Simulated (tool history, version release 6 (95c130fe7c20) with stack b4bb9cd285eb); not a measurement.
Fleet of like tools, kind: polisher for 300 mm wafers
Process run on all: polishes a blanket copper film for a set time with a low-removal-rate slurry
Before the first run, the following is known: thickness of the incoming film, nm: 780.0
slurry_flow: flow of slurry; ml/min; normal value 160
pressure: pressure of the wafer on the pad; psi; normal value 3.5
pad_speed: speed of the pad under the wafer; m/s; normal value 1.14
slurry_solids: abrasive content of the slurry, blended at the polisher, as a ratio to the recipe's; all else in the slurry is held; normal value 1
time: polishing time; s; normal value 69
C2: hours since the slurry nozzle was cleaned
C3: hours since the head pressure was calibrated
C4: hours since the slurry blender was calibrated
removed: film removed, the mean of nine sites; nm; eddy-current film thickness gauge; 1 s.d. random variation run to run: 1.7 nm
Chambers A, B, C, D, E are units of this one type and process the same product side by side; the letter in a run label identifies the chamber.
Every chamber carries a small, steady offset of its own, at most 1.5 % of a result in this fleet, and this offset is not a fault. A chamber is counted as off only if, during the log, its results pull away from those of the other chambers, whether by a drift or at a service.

run 1D day=0.183 | slurry_flow=160 pressure=3.5 pad_speed=1.14 slurry_solids=1 time=69 | wafers_polished_on_this_pad=1312 C2=64.9 C3=287.7 C4=320.2 | removed=270.27
run 2E day=0.346 | slurry_flow=160 pressure=3.5 pad_speed=1.14 slurry_solids=1 time=69 | wafers_polished_on_this_pad=573 C2=65.1 C3=462.4 C4=272.8 | removed=274.34
run 3A day=0.617 | slurry_flow=160 pressure=3.5 pad_speed=1.14 slurry_solids=1 time=69 | wafers_polished_on_this_pad=434 C2=253.2 C3=203.5 C4=108 | removed=275.57
run 4C day=0.85 | slurry_flow=160 pressure=3.5 pad_speed=1.14 slurry_solids=1 time=69 | wafers_polished_on_this_pad=269 C2=115.8 C3=451.3 C4=100.2 | removed=271.63
-- day=1.029 chamber A: worn pad replaced by a new one
run 5B day=1.138 | slurry_flow=160 pressure=3.5 pad_speed=1.14 slurry_solids=1 time=69 | wafers_polished_on_this_pad=980 C2=709.5 C3=512.8 C4=197.5 | removed=275.92
run 6E day=1.288 | slurry_flow=160 pressure=3.5 pad_speed=1.14 slurry_solids=1 time=69 | wafers_polished_on_this_pad=740 C2=87.7 C3=485 C4=295.4 | removed=274.63
run 7B day=1.583 | slurry_flow=160 pressure=3.5 pad_speed=1.14 slurry_solids=1 time=69 | wafers_polished_on_this_pad=1060 C2=720.2 C3=523.5 C4=208.2 | removed=273.39
-- day=1.671 chamber D: worn pad replaced by a new one
run 8A day=1.825 | slurry_flow=160 pressure=3.5 pad_speed=1.14 slurry_solids=0.8 time=80 | wafers_polished_on_this_pad=141 C2=282.2 C3=232.5 C4=137 | removed=304.21
-- day=2.062 chamber E: worn pad replaced by a new one
run 9D day=2.1 | slurry_flow=160 pressure=3.5 pad_speed=1.14 slurry_solids=0.8 time=80 | wafers_polished_on_this_pad=76 C2=110.9 C3=333.7 C4=366.2 | removed=300.31
-- day=2.254 chamber D: slurry blender recalibrated
run 10C day=2.267 | slurry_flow=160 pressure=3.5 pad_speed=1.14 slurry_solids=0.8 time=80 | wafers_polished_on_this_pad=521 C2=149.8 C3=485.3 C4=134.2 | removed=301.57
run 11A day=2.558 | slurry_flow=160 pressure=3.5 pad_speed=1.14 slurry_solids=0.8 time=80 | wafers_polished_on_this_pad=271 C2=299.8 C3=250.1 C4=154.6 | removed=302.28
run 12C day=2.738 | slurry_flow=160 pressure=3.5 pad_speed=1.14 slurry_solids=0.8 time=80 | wafers_polished_on_this_pad=604 C2=161.1 C3=496.6 C4=145.5 | removed=301.31
run 13B day=2.883 | slurry_flow=160 pressure=3.5 pad_speed=1.14 slurry_solids=1 time=69 | wafers_polished_on_this_pad=1290 C2=751.4 C3=554.7 C4=239.4 | removed=272.27
-- day=2.888 chamber B: worn pad replaced by a new one
run 14E day=3.175 | slurry_flow=160 pressure=3.5 pad_speed=1.14 slurry_solids=1 time=69 | wafers_polished_on_this_pad=197 C2=133 C3=530.3 C4=340.7 | removed=271.92
run 15D day=3.45 | slurry_flow=160 pressure=2.7 pad_speed=1.26 slurry_solids=1 time=69 | wafers_polished_on_this_pad=316 C2=143.3 C3=366.1 C4=28.8 | removed=231.99
run 16C day=3.671 | slurry_flow=160 pressure=2.7 pad_speed=1.26 slurry_solids=1 time=69 | wafers_polished_on_this_pad=770 C2=183.5 C3=519 C4=167.9 | removed=231.9
run 17B day=3.946 | slurry_flow=160 pressure=2.7 pad_speed=1.26 slurry_solids=1 time=69 | wafers_polished_on_this_pad=188 C2=776.9 C3=580.2 C4=264.9 | removed=229.92
-- day=4.112 chamber A: slurry nozzle cleaned
-- day=4.175 chamber B: slurry nozzle cleaned
-- day=4.183 chamber E: slurry blender recalibrated
run 18E day=4.221 | slurry_flow=160 pressure=2.7 pad_speed=1.26 slurry_solids=1 time=69 | wafers_polished_on_this_pad=383 C2=158.1 C3=555.4 C4=1 | removed=235.89
run 19D day=4.367 | slurry_flow=160 pressure=2.7 pad_speed=1.26 slurry_solids=1 time=69 | wafers_polished_on_this_pad=478 C2=165.3 C3=388.1 C4=50.8 | removed=230.71
-- day=4.479 chamber E: head pressure recalibrated
-- day=4.633 chamber A: worn pad replaced by a new one
run 20A day=4.65 | slurry_flow=160 pressure=3.5 pad_speed=1.14 slurry_solids=1 time=69 | wafers_polished_on_this_pad=3 C2=13 C3=300.3 C4=204.8 | removed=270.1
run 21C day=4.792 | slurry_flow=160 pressure=3.5 pad_speed=1.14 slurry_solids=1 time=69 | wafers_polished_on_this_pad=969 C2=210.4 C3=545.9 C4=194.8 | removed=271.88
run 22E day=5.025 | slurry_flow=160 pressure=3.5 pad_speed=1.3 slurry_solids=1 time=59 | wafers_polished_on_this_pad=526 C2=177.4 C3=13.2 C4=20.3 | removed=267.07
run 23D day=5.283 | slurry_flow=160 pressure=3.5 pad_speed=1.3 slurry_solids=1 time=59 | wafers_polished_on_this_pad=641 C2=187.3 C3=410.1 C4=72.8 | removed=264.9
run 24B day=5.462 | slurry_flow=160 pressure=3.5 pad_speed=1.3 slurry_solids=1 time=59 | wafers_polished_on_this_pad=457 C2=30.9 C3=616.6 C4=301.3 | removed=255.38
-- day=5.567 chamber C: worn pad replaced by a new one
run 25A day=5.633 | slurry_flow=160 pressure=3.5 pad_speed=1.3 slurry_solids=1 time=59 | wafers_polished_on_this_pad=177 C2=36.6 C3=323.9 C4=228.4 | removed=266.39
run 26D day=5.771 | slurry_flow=160 pressure=3.5 pad_speed=1.3 slurry_solids=1 time=59 | wafers_polished_on_this_pad=728 C2=199 C3=421.8 C4=84.5 | removed=264.48
run 27E day=6 | slurry_flow=160 pressure=3.5 pad_speed=1.14 slurry_solids=1 time=69 | wafers_polished_on_this_pad=699 C2=200.8 C3=36.6 C4=43.7 | removed=271.44
run 28B day=6.192 | slurry_flow=160 pressure=3.5 pad_speed=1.14 slurry_solids=1 time=69 | wafers_polished_on_this_pad=587 C2=48.4 C3=634.1 C4=318.8 | removed=259.02
run 29C day=6.479 | slurry_flow=160 pressure=3.5 pad_speed=1.14 slurry_solids=1 time=69 | wafers_polished_on_this_pad=162 C2=250.9 C3=586.4 C4=235.3 | removed=270.39
run 30A day=6.617 | slurry_flow=160 pressure=3.5 pad_speed=1.14 slurry_solids=1 time=69 | wafers_polished_on_this_pad=352 C2=60.2 C3=347.5 C4=252 | removed=275.98
run 31E day=6.867 | slurry_flow=160 pressure=3.5 pad_speed=1.14 slurry_solids=1 time=69 | wafers_polished_on_this_pad=853 C2=221.6 C3=57.4 C4=64.5 | removed=271.95
run 32B day=7.067 | slurry_flow=160 pressure=3.5 pad_speed=1.14 slurry_solids=1 time=69 | wafers_polished_on_this_pad=742 C2=69.4 C3=655.1 C4=339.8 | removed=254.6
run 33C day=7.233 | slurry_flow=160 pressure=3.5 pad_speed=1.14 slurry_solids=1 time=69 | wafers_polished_on_this_pad=296 C2=269 C3=604.5 C4=253.4 | removed=272.92

Predict what each chamber gives when all 5 of them run the settings below next.
run 34A day=7.446 | slurry_flow=160 pressure=3.5 pad_speed=1.14 slurry_solids=0.85 time=69 | removed=?
run 34B day=7.446 | slurry_flow=160 pressure=3.5 pad_speed=1.14 slurry_solids=0.85 time=69 | removed=?
run 34C day=7.446 | slurry_flow=160 pressure=3.5 pad_speed=1.14 slurry_solids=0.85 time=69 | removed=?
run 34D day=7.446 | slurry_flow=160 pressure=3.5 pad_speed=1.14 slurry_solids=0.85 time=69 | removed=?
run 34E day=7.446 | slurry_flow=160 pressure=3.5 pad_speed=1.14 slurry_solids=0.85 time=69 | removed=?

run=34A removed=262.86
run=34B removed=245.23
run=34C removed=262.38
run=34D removed=260.04
run=34E removed=260.63
